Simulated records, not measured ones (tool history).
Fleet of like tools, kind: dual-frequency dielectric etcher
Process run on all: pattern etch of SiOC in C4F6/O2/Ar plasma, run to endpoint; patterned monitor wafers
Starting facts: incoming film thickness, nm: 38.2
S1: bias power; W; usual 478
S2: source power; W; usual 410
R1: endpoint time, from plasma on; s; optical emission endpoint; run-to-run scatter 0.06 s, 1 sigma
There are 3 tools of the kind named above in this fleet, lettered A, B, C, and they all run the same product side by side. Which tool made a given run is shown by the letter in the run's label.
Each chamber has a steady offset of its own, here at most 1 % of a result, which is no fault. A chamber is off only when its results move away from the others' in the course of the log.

run 1B day=0.296 | S1=478 S2=410 | R1=12.841
run 2C day=0.654 | S1=478 S2=410 | R1=13.018
-- day=0.967 chamber A: source power generator calibrated
run 3A day=0.967 | S1=478 S2=410 | R1=13.075
-- day=1.150 chamber B: wet clean of the chamber
run 4C day=1.429 | S1=478 S2=410 | R1=13.011
run 5B day=1.771 | S1=478 S2=410 | R1=12.746
run 6A day=2.121 | S1=406 S2=410 | R1=13.780
run 7A day=2.488 | S1=406 S2=410 | R1=13.766
run 8B day=2.838 | S1=406 S2=410 | R1=13.633
run 9C day=3.079 | S1=478 S2=410 | R1=13.052
run 10B day=3.408 | S1=478 S2=410 | R1=12.778
run 11C day=3.779 | S1=478 S2=410 | R1=12.977
run 12A day=4.088 | S1=478 S2=350 | R1=13.759
run 13B day=4.433 | S1=478 S2=350 | R1=13.576
run 14A day=4.692 | S1=478 S2=350 | R1=13.696
run 15C day=5.058 | S1=478 S2=410 | R1=13.103
run 16A day=5.442 | S1=478 S2=410 | R1=12.993
run 17C day=5.658 | S1=478 S2=410 | R1=13.202
run 18B day=6.033 | S1=478 S2=410 | R1=12.809
run 19C day=6.258 | S1=478 S2=410 | R1=13.339
run 20A day=6.517 | S1=478 S2=410 | R1=12.869
run 21B day=6.750 | S1=478 S2=410 | R1=12.774
run 22C day=7.125 | S1=478 S2=410 | R1=13.275
run 23A day=7.512 | S1=478 S2=410 | R1=12.982
run 24B day=7.850 | S1=478 S2=410 | R1=12.736
run 25B day=8.258 | S1=478 S2=410 | R1=12.770
run 26A day=8.567 | S1=478 S2=410 | R1=13.152
run 27C day=8.875 | S1=478 S2=410 | R1=13.391
run 28C day=9.354 | S1=478 S2=410 | R1=13.469
run 29A day=9.712 | S1=478 S2=410 | R1=13.110
run 30B day=10.162 | S1=478 S2=410 | R1=12.736
run 31C day=10.421 | S1=478 S2=410 | R1=13.441
run 32B day=10.646 | S1=478 S2=410 | R1=12.893
run 33A day=11.100 | S1=478 S2=410 | R1=12.915
run 34C day=11.317 | S1=478 S2=410 | R1=13.644
run 35A day=11.592 | S1=478 S2=410 | R1=12.923
run 36B day=11.992 | S1=478 S2=410 | R1=12.855
run 37B day=12.358 | S1=478 S2=410 | R1=12.782
run 38C day=12.683 | S1=478 S2=410 | R1=13.670
run 39A day=13.029 | S1=478 S2=410 | R1=13.097
run 40A day=13.271 | S1=478 S2=410 | R1=12.980
run 41B day=13.596 | S1=478 S2=410 | R1=12.803
run 42C day=13.821 | S1=478 S2=410 | R1=13.685
run 43B day=14.046 | S1=478 S2=410 | R1=12.727

Does one chamber stand apart from the rest, does the shared gauge drift, or is all well apart from small per-chamber offsets? Give the chamber and the most likely cause, where there is one.

Chamber C drifts away from the others.
Cause: etch rate under this chamber's usual, % = 5.38.

Here are 4 candidates for chamber C's next run, each the usual settings with a change, their results left as question marks. Which one brings its results back in line with what the others give on the usual settings?
To be in line, a result may differ from the other chambers' mean on the usual settings by at most: R1 0.210 s
run 44C-1 day=14.392 | S1=478 S2=480 | R1=?
run 44C-2 day=14.392 | S1=452 S2=410 | R1=?
run 44C-3 day=14.392 | S1=492 S2=420 | R1=?
run 44C-4 day=14.392 | S1=436 S2=380 | R1=?

Mean of the other chambers on the usual settings: R1 12.915 s
run=44C-1 R1=12.971
run=44C-2 R1=14.035
run=44C-3 R1=13.483
run=44C-4 R1=14.626
44C-1 is the one that brings the chamber's results back in line with the other chambers.
